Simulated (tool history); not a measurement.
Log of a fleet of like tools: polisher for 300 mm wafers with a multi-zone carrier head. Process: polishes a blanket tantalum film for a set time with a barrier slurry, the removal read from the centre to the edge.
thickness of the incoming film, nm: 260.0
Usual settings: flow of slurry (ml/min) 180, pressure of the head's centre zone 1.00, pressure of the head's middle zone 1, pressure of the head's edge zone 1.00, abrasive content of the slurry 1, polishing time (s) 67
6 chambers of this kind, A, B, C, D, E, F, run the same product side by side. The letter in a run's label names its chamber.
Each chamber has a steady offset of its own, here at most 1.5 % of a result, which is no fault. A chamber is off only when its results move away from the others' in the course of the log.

run	day	flow of slurry (ml/min)	pressure of the head's centre zone	pressure of the head's middle zone	pressure of the head's edge zone	abrasive content of the slurry	polishing time (s)	wafers polished on this pad	hours since the slurry nozzle was cleaned	hours since the centre zone pressure was calibrated	hours since the edge zone pressure was calibrated	film removed at the wafer's centre (Å)	film removed at mid-radius (Å)	film removed at the wafer's edge (Å)
1E	0.150	180	1.00	1	1.00	1	67	130	81.1	398.3	405.5	694.11	698.23	686.64
2C	0.325	180	1.00	1	1.00	1	67	137	535.9	464.0	370.1	686.52	682.84	693.46
3F	0.454	180	1.00	1	1.00	1	67	221	339.5	1061.1	461.0	685.26	693.01	679.61
4A	0.625	180	1.00	1	1.00	1	67	178	237.9	52.9	20.0	709.67	697.64	700.03
5B	0.779	180	1.00	1	1.00	1	67	262	390.9	164.6	865.6	703.04	696.78	704.67
6D	0.896	180	1.00	1	1.00	1	67	963	119.8	367.2	1310.5	682.82	703.92	681.94
7A	1.067	180	1.00	1	1.00	1	67	283	248.5	63.5	30.6	706.32	700.35	710.10
# day 1.179: chamber D: worn pad replaced by a new one
8F	1.204	180	1.00	1	1.00	1	67	400	357.5	1079.1	479.0	678.34	682.96	680.07
9C	1.362	180	1.00	1	1.00	1	67	386	560.8	488.9	395.0	696.25	685.71	685.08
10E	1.454	180	1.00	1	1.09	1	55	442	112.4	429.6	436.8	569.19	584.13	589.26
11B	1.546	180	1.00	1	1.09	1	55	446	409.3	183.0	884.0	574.27	574.86	613.72
12D	1.658	180	1.00	1	1.09	1	55	114	138.1	385.5	1328.8	572.15	577.70	596.08
13A	1.808	180	1.00	1	1.09	1	55	461	266.3	81.3	48.4	579.29	573.34	604.50
14E	1.962	180	1.00	1	1.09	1	55	563	124.6	441.8	449.0	562.80	574.26	591.60
15D	2.138	180	1.00	1	1.09	1	55	229	149.6	397.0	1340.3	575.38	576.24	600.77
16C	2.225	180	1.00	1	1.00	1	67	592	581.5	509.6	415.7	687.52	697.17	690.14
17F	2.375	180	1.00	1	1.00	1	67	680	385.6	1107.2	507.1	681.79	681.79	678.91
# day 2.450: chamber A: worn pad replaced by a new one
18B	2.512	180	1.00	1	1.00	1	67	677	432.5	206.2	907.2	688.86	696.14	703.63
19F	2.671	180	1.00	1	1.00	1	67	751	392.7	1114.3	514.2	661.79	672.23	666.07
# day 2.700: chamber C: worn pad replaced by a new one
20C	2.846	180	1.00	1	1.00	1	67	35	596.4	524.5	430.6	682.28	681.15	692.91
# day 2.962: chamber E: worn pad replaced by a new one
21A	3.012	180	1.00	1	1.00	1	67	135	295.2	110.2	77.3	695.31	682.84	697.69
# day 3.133: chamber D: edge zone pressure recalibrated
22D	3.150	180	1.00	1	1.00	1	67	471	173.9	421.3	0.5	685.22	685.38	682.76
23B	3.325	180	1.00	1	1.00	1	67	871	452.0	225.7	926.7	689.46	703.46	703.50
24E	3.458	180	1.00	1	1.00	1	67	118	160.5	477.7	484.9	692.16	692.12	674.69
25E	3.550	135	1.05	1	1.00	1	67	140	162.7	479.9	487.1	684.19	675.58	662.93
26D	3.679	135	1.05	1	1.00	1	67	598	186.6	434.0	13.2	695.36	649.02	671.36
# day 3.721: chamber B: worn pad replaced by a new one
# day 3.742: chamber F: worn pad replaced by a new one
27B	3.821	135	1.05	1	1.00	1	67	24	463.9	237.6	938.6	698.16	659.90	673.15
# day 3.892: chamber A: slurry nozzle cleaned
28A	3.929	135	1.05	1	1.00	1	67	354	1.0	132.2	99.3	708.46	664.54	674.02
29F	4.083	135	1.05	1	1.00	1	67	82	426.6	1148.2	548.1	632.47	602.96	634.22
30C	4.158	135	1.05	1	1.00	1	67	349	627.9	556.0	462.1	686.82	675.38	657.51
31A	4.262	180	1.00	1	1.00	1	67	434	9.0	140.2	107.3	691.09	703.16	704.66
32C	4.417	180	1.00	1	1.00	1	67	411	634.1	562.2	468.3	687.43	674.94	703.19
33E	4.504	180	1.00	1	1.00	1	67	369	185.6	502.8	510.0	683.32	683.11	695.46
# day 4.554: chamber C: slurry nozzle cleaned
34F	4.579	200	1.00	1	1.00	1	79	200	438.5	1160.1	560.0	755.57	777.83	778.98
35D	4.683	200	1.00	1	1.00	1	79	838	210.7	458.1	37.3	833.30	840.96	817.56
36B	4.762	200	1.00	1	1.00	1	79	250	486.5	260.2	961.2	839.28	847.43	832.96
37E	4.938	200	1.00	1	1.00	1	79	472	196.0	513.2	520.4	835.41	831.26	828.71
38C	5.017	200	1.00	1	1.00	1	79	555	11.1	576.6	482.7	823.67	827.08	835.80
# day 5.029: chamber A: worn pad replaced by a new one
39A	5.162	200	1.00	1	1.00	1	79	32	30.6	161.8	128.9	850.43	839.62	838.21

Next, every chamber runs the same settings. What will each give?
40A	5.292	180	1.00	1	1.00	1	67					?	?	?
40B	5.292	180	1.00	1	1.00	1	67					?	?	?
40C	5.292	180	1.00	1	1.00	1	67					?	?	?
40D	5.292	180	1.00	1	1.00	1	67					?	?	?
40E	5.292	180	1.00	1	1.00	1	67					?	?	?
40F	5.292	180	1.00	1	1.00	1	67					?	?	?

run	film removed at the wafer's centre (Å)	film removed at mid-radius (Å)	film removed at the wafer's edge (Å)
40A	707.32	690.92	703.71
40B	705.08	696.14	697.45
40C	689.15	700.57	692.67
40D	697.41	690.63	695.83
40E	701.68	699.04	689.78
40F	623.88	634.51	646.38
